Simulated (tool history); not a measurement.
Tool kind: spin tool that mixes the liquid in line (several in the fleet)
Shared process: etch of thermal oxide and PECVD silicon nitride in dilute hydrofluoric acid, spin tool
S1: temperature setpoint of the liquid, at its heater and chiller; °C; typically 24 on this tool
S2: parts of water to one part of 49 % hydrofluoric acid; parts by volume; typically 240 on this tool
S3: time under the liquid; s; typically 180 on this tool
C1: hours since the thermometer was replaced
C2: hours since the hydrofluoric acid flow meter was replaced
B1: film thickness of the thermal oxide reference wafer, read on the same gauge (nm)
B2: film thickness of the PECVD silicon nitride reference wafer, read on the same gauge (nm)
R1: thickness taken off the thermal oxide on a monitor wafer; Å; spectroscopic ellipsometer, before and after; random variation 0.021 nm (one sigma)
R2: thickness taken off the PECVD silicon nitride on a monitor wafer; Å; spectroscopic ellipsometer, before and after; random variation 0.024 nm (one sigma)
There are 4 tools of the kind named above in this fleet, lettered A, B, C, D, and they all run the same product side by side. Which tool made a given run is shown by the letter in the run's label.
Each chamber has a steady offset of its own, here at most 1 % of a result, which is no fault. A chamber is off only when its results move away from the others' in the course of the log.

{"run": "1B", "day": 0.375, "S1": 24, "S2": 240, "S3": 180, "C1": 340.8, "C2": 586.8, "B1": 79.992, "B2": 69.997, "R1": 28.805, "R2": 13.332}
{"run": "2C", "day": 0.567, "S1": 24, "S2": 240, "S3": 180, "C1": 1161.2, "C2": 981.4, "B1": 80.009, "B2": 69.985, "R1": 29.061, "R2": 12.927}
{"run": "3D", "day": 0.858, "S1": 24, "S2": 240, "S3": 180, "C1": 60.7, "C2": 130.5, "B1": 79.994, "B2": 70.025, "R1": 28.764, "R2": 13.034}
{"run": "4A", "day": 1.183, "S1": 24, "S2": 240, "S3": 180, "C1": 115.4, "C2": 716.1, "B1": 80.005, "B2": 69.995, "R1": 28.748, "R2": 12.827}
{"run": "5C", "day": 1.571, "S1": 24, "S2": 240, "S3": 180, "C1": 1185.3, "C2": 1005.5, "B1": 79.999, "B2": 70.011, "R1": 29.099, "R2": 13.148}
{"run": "6D", "day": 1.933, "S1": 24, "S2": 240, "S3": 180, "C1": 86.5, "C2": 156.3, "B1": 79.977, "B2": 70.006, "R1": 28.888, "R2": 12.754}
{"run": "7A", "day": 2.275, "S1": 24, "S2": 240, "S3": 180, "C1": 141.6, "C2": 742.3, "B1": 79.999, "B2": 70.005, "R1": 29.292, "R2": 12.966}
{"day": 2.425, "done": "chamber C: thermometer replaced"}
{"run": "8B", "day": 2.6, "S1": 24, "S2": 240, "S3": 180, "C1": 394.2, "C2": 640.2, "B1": 79.989, "B2": 70.023, "R1": 29.147, "R2": 13.113}
{"run": "9A", "day": 2.888, "S1": 24, "S2": 240, "S3": 180, "C1": 156.3, "C2": 757, "B1": 79.982, "B2": 70.015, "R1": 28.931, "R2": 13.27}
{"run": "10C", "day": 3.104, "S1": 24, "S2": 240, "S3": 180, "C1": 16.3, "C2": 1042.3, "B1": 79.99, "B2": 69.998, "R1": 28.981, "R2": 12.971}
{"run": "11D", "day": 3.433, "S1": 27.5, "S2": 240, "S3": 180, "C1": 122.5, "C2": 192.3, "B1": 80.007, "B2": 70.013, "R1": 32.771, "R2": 16.067}
{"run": "12B", "day": 3.783, "S1": 27.5, "S2": 240, "S3": 180, "C1": 422.6, "C2": 668.6, "B1": 80.019, "B2": 70.007, "R1": 32.657, "R2": 15.844}
{"run": "13B", "day": 4.096, "S1": 27.5, "S2": 240, "S3": 180, "C1": 430.1, "C2": 676.1, "B1": 80.007, "B2": 69.976, "R1": 33.194, "R2": 16.321}
{"run": "14D", "day": 4.433, "S1": 27.5, "S2": 240, "S3": 180, "C1": 146.5, "C2": 216.3, "B1": 80.011, "B2": 69.97, "R1": 32.903, "R2": 15.917}
{"run": "15A", "day": 4.738, "S1": 24, "S2": 240, "S3": 180, "C1": 200.7, "C2": 801.4, "B1": 79.997, "B2": 69.993, "R1": 28.976, "R2": 13.498}
{"run": "16C", "day": 5.008, "S1": 25.5, "S2": 355, "S3": 180, "C1": 62, "C2": 1088, "B1": 80.009, "B2": 69.979, "R1": 18.353, "R2": 9.4237}
{"run": "17A", "day": 5.288, "S1": 25.5, "S2": 355, "S3": 180, "C1": 213.9, "C2": 814.6, "B1": 79.997, "B2": 70.007, "R1": 18.427, "R2": 9.7651}
{"run": "18D", "day": 5.567, "S1": 25.5, "S2": 355, "S3": 180, "C1": 173.7, "C2": 243.5, "B1": 80.024, "B2": 69.997, "R1": 18.241, "R2": 9.5741}
{"run": "19B", "day": 5.946, "S1": 25.5, "S2": 355, "S3": 180, "C1": 474.5, "C2": 720.5, "B1": 79.997, "B2": 70.01, "R1": 18.493, "R2": 9.9923}
{"run": "20C", "day": 6.296, "S1": 24, "S2": 240, "S3": 180, "C1": 92.9, "C2": 1118.9, "B1": 80.009, "B2": 69.998, "R1": 28.932, "R2": 12.967}
{"run": "21B", "day": 6.65, "S1": 24, "S2": 240, "S3": 180, "C1": 491.4, "C2": 737.4, "B1": 79.989, "B2": 69.999, "R1": 29.192, "R2": 13.268}
{"run": "22D", "day": 6.938, "S1": 24, "S2": 240, "S3": 180, "C1": 206.6, "C2": 276.4, "B1": 79.983, "B2": 70.003, "R1": 28.876, "R2": 12.564}
{"run": "23A", "day": 7.146, "S1": 24, "S2": 240, "S3": 85, "C1": 258.5, "C2": 859.2, "B1": 80.007, "B2": 69.996, "R1": 13.813, "R2": 5.8232}
{"run": "24C", "day": 7.483, "S1": 24, "S2": 240, "S3": 85, "C1": 121.4, "C2": 1147.4, "B1": 79.992, "B2": 70.018, "R1": 13.471, "R2": 5.8358}
{"run": "25A", "day": 7.821, "S1": 24, "S2": 240, "S3": 85, "C1": 274.7, "C2": 875.4, "B1": 79.996, "B2": 69.98, "R1": 13.505, "R2": 6.1859}
{"run": "26D", "day": 8.258, "S1": 24, "S2": 240, "S3": 85, "C1": 238.3, "C2": 308.1, "B1": 80, "B2": 69.98, "R1": 13.729, "R2": 6.2324}
{"run": "27C", "day": 8.604, "S1": 24, "S2": 240, "S3": 180, "C1": 148.3, "C2": 1174.3, "B1": 79.999, "B2": 69.982, "R1": 29.055, "R2": 12.949}
{"run": "28B", "day": 8.962, "S1": 24, "S2": 240, "S3": 180, "C1": 546.9, "C2": 792.9, "B1": 80.001, "B2": 69.982, "R1": 29.414, "R2": 13.477}
{"run": "29B", "day": 9.388, "S1": 24, "S2": 240, "S3": 180, "C1": 557.1, "C2": 803.1, "B1": 79.988, "B2": 69.966, "R1": 28.914, "R2": 13.347}
{"run": "30A", "day": 9.692, "S1": 24, "S2": 240, "S3": 180, "C1": 319.6, "C2": 920.3, "B1": 79.976, "B2": 70.001, "R1": 29.094, "R2": 12.873}
{"run": "31C", "day": 9.9, "S1": 24, "S2": 240, "S3": 180, "C1": 179.4, "C2": 1205.4, "B1": 79.989, "B2": 69.97, "R1": 28.722, "R2": 12.943}
{"run": "32D", "day": 10.254, "S1": 24, "S2": 240, "S3": 180, "C1": 286.2, "C2": 356, "B1": 80.002, "B2": 70.025, "R1": 28.924, "R2": 12.769}
{"run": "33B", "day": 10.442, "S1": 24, "S2": 240, "S3": 180, "C1": 582.4, "C2": 828.4, "B1": 80.015, "B2": 69.99, "R1": 29.173, "R2": 13.025}
{"run": "34D", "day": 10.838, "S1": 24, "S2": 240, "S3": 180, "C1": 300.2, "C2": 370, "B1": 80.027, "B2": 69.996, "R1": 29.078, "R2": 12.897}
{"run": "35C", "day": 11.038, "S1": 24, "S2": 240, "S3": 180, "C1": 206.7, "C2": 1232.7, "B1": 79.991, "B2": 69.98, "R1": 29.009, "R2": 12.346}
{"run": "36A", "day": 11.267, "S1": 24, "S2": 240, "S3": 180, "C1": 357.4, "C2": 958.1, "B1": 79.99, "B2": 70.006, "R1": 29.035, "R2": 13.136}
{"run": "37C", "day": 11.588, "S1": 24, "S2": 240, "S3": 180, "C1": 219.9, "C2": 1245.9, "B1": 80.007, "B2": 70.004, "R1": 29.052, "R2": 13.34}
{"run": "38B", "day": 12.008, "S1": 28.5, "S2": 240, "S3": 180, "C1": 620, "C2": 866, "B1": 80.006, "B2": 70.028, "R1": 34.13, "R2": 16.969}
{"run": "39D", "day": 12.233, "S1": 28.5, "S2": 240, "S3": 180, "C1": 333.7, "C2": 403.5, "B1": 80.025, "B2": 70, "R1": 34.258, "R2": 16.389}
{"run": "40A", "day": 12.575, "S1": 28.5, "S2": 240, "S3": 180, "C1": 388.8, "C2": 989.5, "B1": 80.002, "B2": 70.013, "R1": 33.799, "R2": 17.341}

Is one chamber off against the others, does the gauge drift, or is nothing wrong? If a chamber is off, say which, and what the likeliest cause is.

Neither any chamber nor the gauge drifts; the chambers differ only by their own small, steady offsets.

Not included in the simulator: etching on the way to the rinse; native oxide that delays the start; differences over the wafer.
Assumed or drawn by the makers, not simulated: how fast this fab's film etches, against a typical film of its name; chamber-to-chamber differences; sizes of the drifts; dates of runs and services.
